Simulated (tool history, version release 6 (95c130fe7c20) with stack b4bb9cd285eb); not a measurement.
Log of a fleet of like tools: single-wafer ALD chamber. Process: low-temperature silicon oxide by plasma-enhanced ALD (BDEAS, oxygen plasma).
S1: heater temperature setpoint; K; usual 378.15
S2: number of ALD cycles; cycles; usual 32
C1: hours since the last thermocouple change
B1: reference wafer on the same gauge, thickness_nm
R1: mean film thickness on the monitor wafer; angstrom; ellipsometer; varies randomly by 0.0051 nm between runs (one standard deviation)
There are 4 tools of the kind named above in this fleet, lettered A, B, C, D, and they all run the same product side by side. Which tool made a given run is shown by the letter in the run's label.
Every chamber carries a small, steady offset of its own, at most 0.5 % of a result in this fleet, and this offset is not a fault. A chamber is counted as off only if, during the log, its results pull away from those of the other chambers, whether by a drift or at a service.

run	hour	S1	S2	C1	B1	R1
1A	5.7	378.15	32	1722.7	4.5705	45.548
2C	11	378.15	32	1496.3	4.5705	45.304
3D	17.6	378.15	32	1488.1	4.5707	45.336
4B	22.8	378.15	32	218.6	4.5742	45.535
5A	30.3	378.15	32	1747.3	4.5746	45.588
6C	34.4	370.15	32	1519.7	4.5747	46.1
# hour 36.3: chamber C: thermocouple changed; heater temperature recalibrated
7D	39.5	370.15	32	1510	4.5765	46.191
8B	45.4	370.15	32	241.2	4.5773	46.503
9A	50.4	370.15	32	1767.4	4.5765	46.537
10B	56.4	378.15	32	252.2	4.5784	45.575
11D	60.6	378.15	32	1531.1	4.5798	45.492
12C	64.7	378.15	32	28.5	4.5803	45.422
13B	69.4	364.15	27	265.2	4.5804	40.114
14C	76.8	364.15	27	40.6	4.5814	39.872
15A	82.4	364.15	27	1799.4	4.5816	40.128
16D	88	364.15	27	1558.5	4.5822	39.904
17C	94.1	363.15	32	57.9	4.5842	47.416
18D	100.9	363.15	32	1571.4	4.5863	47.43
19B	108.2	363.15	32	304	4.5862	47.721
20A	111.8	363.15	32	1828.8	4.5874	47.779
21D	118	378.15	32	1588.5	4.5868	45.44
22B	125.7	378.15	32	321.5	4.5887	45.728
23C	129.4	378.15	32	93.2	4.5893	45.514
24A	136.3	378.15	32	1853.3	4.591	45.686

Does one chamber stand apart from the rest, does the shared gauge drift, or is all well apart from small per-chamber offsets? Give the chamber and the most likely cause, where there is one.

The gauge drifts, so all chambers seem to drift together. No chamber is off.
Cause: gauge reads high (%) = 0.472.

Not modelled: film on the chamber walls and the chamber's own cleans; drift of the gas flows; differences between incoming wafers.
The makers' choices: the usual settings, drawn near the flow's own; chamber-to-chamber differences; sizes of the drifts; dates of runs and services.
